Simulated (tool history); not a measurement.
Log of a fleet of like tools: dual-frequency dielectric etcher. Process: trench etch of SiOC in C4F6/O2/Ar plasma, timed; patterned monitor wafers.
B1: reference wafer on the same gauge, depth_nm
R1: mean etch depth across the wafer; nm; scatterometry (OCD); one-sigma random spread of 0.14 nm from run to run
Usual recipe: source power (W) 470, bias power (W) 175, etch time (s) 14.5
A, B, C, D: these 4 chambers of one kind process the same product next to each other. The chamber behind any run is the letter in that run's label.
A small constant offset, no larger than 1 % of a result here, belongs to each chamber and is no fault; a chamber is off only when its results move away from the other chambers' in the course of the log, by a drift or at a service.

run 1B hour=7.3 | source_power_(W)=470 bias_power_(W)=175 etch_time_(s)=14.5 | B1=35.972 | R1=31.878
run 2A hour=15 | source_power_(W)=470 bias_power_(W)=175 etch_time_(s)=14.5 | B1=35.984 | R1=32.107
-- hour=15.4 chamber D: wet clean of the chamber
run 3D hour=22.2 | source_power_(W)=470 bias_power_(W)=175 etch_time_(s)=14.5 | B1=36.047 | R1=31.751
run 4C hour=33.8 | source_power_(W)=470 bias_power_(W)=175 etch_time_(s)=14.5 | B1=35.98 | R1=31.768
run 5D hour=40.7 | source_power_(W)=470 bias_power_(W)=175 etch_time_(s)=14.5 | B1=35.998 | R1=31.601
run 6C hour=47.4 | source_power_(W)=470 bias_power_(W)=175 etch_time_(s)=14.5 | B1=35.955 | R1=31.356
-- hour=54.7 chamber A: wet clean of the chamber
run 7A hour=58.4 | source_power_(W)=470 bias_power_(W)=175 etch_time_(s)=14.5 | B1=35.969 | R1=31.657
run 8B hour=71.2 | source_power_(W)=470 bias_power_(W)=204 etch_time_(s)=12 | B1=35.992 | R1=27.563
run 9A hour=77.7 | source_power_(W)=470 bias_power_(W)=204 etch_time_(s)=12 | B1=36.01 | R1=27.65
run 10B hour=88.3 | source_power_(W)=470 bias_power_(W)=204 etch_time_(s)=12 | B1=35.997 | R1=27.598
run 11D hour=96.5 | source_power_(W)=470 bias_power_(W)=204 etch_time_(s)=12 | B1=35.973 | R1=27.452
run 12C hour=107.6 | source_power_(W)=470 bias_power_(W)=175 etch_time_(s)=14.5 | B1=35.992 | R1=31.586
-- hour=112.2 chamber C: wet clean of the chamber
run 13D hour=114.8 | source_power_(W)=470 bias_power_(W)=175 etch_time_(s)=14.5 | B1=35.965 | R1=31.532
run 14B hour=126.1 | source_power_(W)=470 bias_power_(W)=175 etch_time_(s)=14.5 | B1=35.991 | R1=31.77
run 15A hour=138.6 | source_power_(W)=470 bias_power_(W)=175 etch_time_(s)=14.5 | B1=36.023 | R1=31.952
run 16C hour=148.9 | source_power_(W)=470 bias_power_(W)=158 etch_time_(s)=14.5 | B1=35.988 | R1=30.326
run 17A hour=159.9 | source_power_(W)=470 bias_power_(W)=158 etch_time_(s)=14.5 | B1=35.978 | R1=30.954
run 18B hour=172.4 | source_power_(W)=470 bias_power_(W)=158 etch_time_(s)=14.5 | B1=36.072 | R1=30.863
run 19C hour=182.6 | source_power_(W)=470 bias_power_(W)=158 etch_time_(s)=14.5 | B1=36.028 | R1=30.563
run 20D hour=193.1 | source_power_(W)=470 bias_power_(W)=175 etch_time_(s)=14.5 | B1=35.985 | R1=31.588
run 21D hour=204.3 | source_power_(W)=470 bias_power_(W)=175 etch_time_(s)=14.5 | B1=35.992 | R1=31.736
run 22B hour=217.6 | source_power_(W)=470 bias_power_(W)=175 etch_time_(s)=14.5 | B1=35.985 | R1=31.608
run 23C hour=229.9 | source_power_(W)=470 bias_power_(W)=175 etch_time_(s)=16.5 | B1=36.024 | R1=36.13
run 24A hour=237.2 | source_power_(W)=470 bias_power_(W)=175 etch_time_(s)=16.5 | B1=36.024 | R1=36.084
run 25D hour=248.6 | source_power_(W)=470 bias_power_(W)=175 etch_time_(s)=16.5 | B1=35.996 | R1=36.242
run 26C hour=258.1 | source_power_(W)=470 bias_power_(W)=175 etch_time_(s)=16.5 | B1=36.024 | R1=35.597
run 27B hour=264.5 | source_power_(W)=470 bias_power_(W)=175 etch_time_(s)=16 | B1=36.014 | R1=35.024
run 28A hour=276.3 | source_power_(W)=470 bias_power_(W)=175 etch_time_(s)=16 | B1=35.947 | R1=34.993
run 29A hour=283.7 | source_power_(W)=470 bias_power_(W)=175 etch_time_(s)=16 | B1=35.964 | R1=35.167
run 30C hour=293.2 | source_power_(W)=470 bias_power_(W)=175 etch_time_(s)=16 | B1=36.019 | R1=34.658
run 31D hour=299.4 | source_power_(W)=470 bias_power_(W)=175 etch_time_(s)=14.5 | B1=35.978 | R1=31.668
run 32B hour=306.7 | source_power_(W)=470 bias_power_(W)=175 etch_time_(s)=14.5 | B1=35.98 | R1=31.719
run 33A hour=312.7 | source_power_(W)=470 bias_power_(W)=175 etch_time_(s)=14.5 | B1=35.987 | R1=31.87
run 34D hour=322.1 | source_power_(W)=470 bias_power_(W)=175 etch_time_(s)=14.5 | B1=36.03 | R1=31.397

Which is it: a chamber that has drifted or been left off by a service, a gauge drift common to all chambers, or only each chamber's usual small offset? If a chamber is off, name it and its likeliest cause.

Nothing is wrong: each chamber keeps only its own small, steady offset and the gauge holds still.
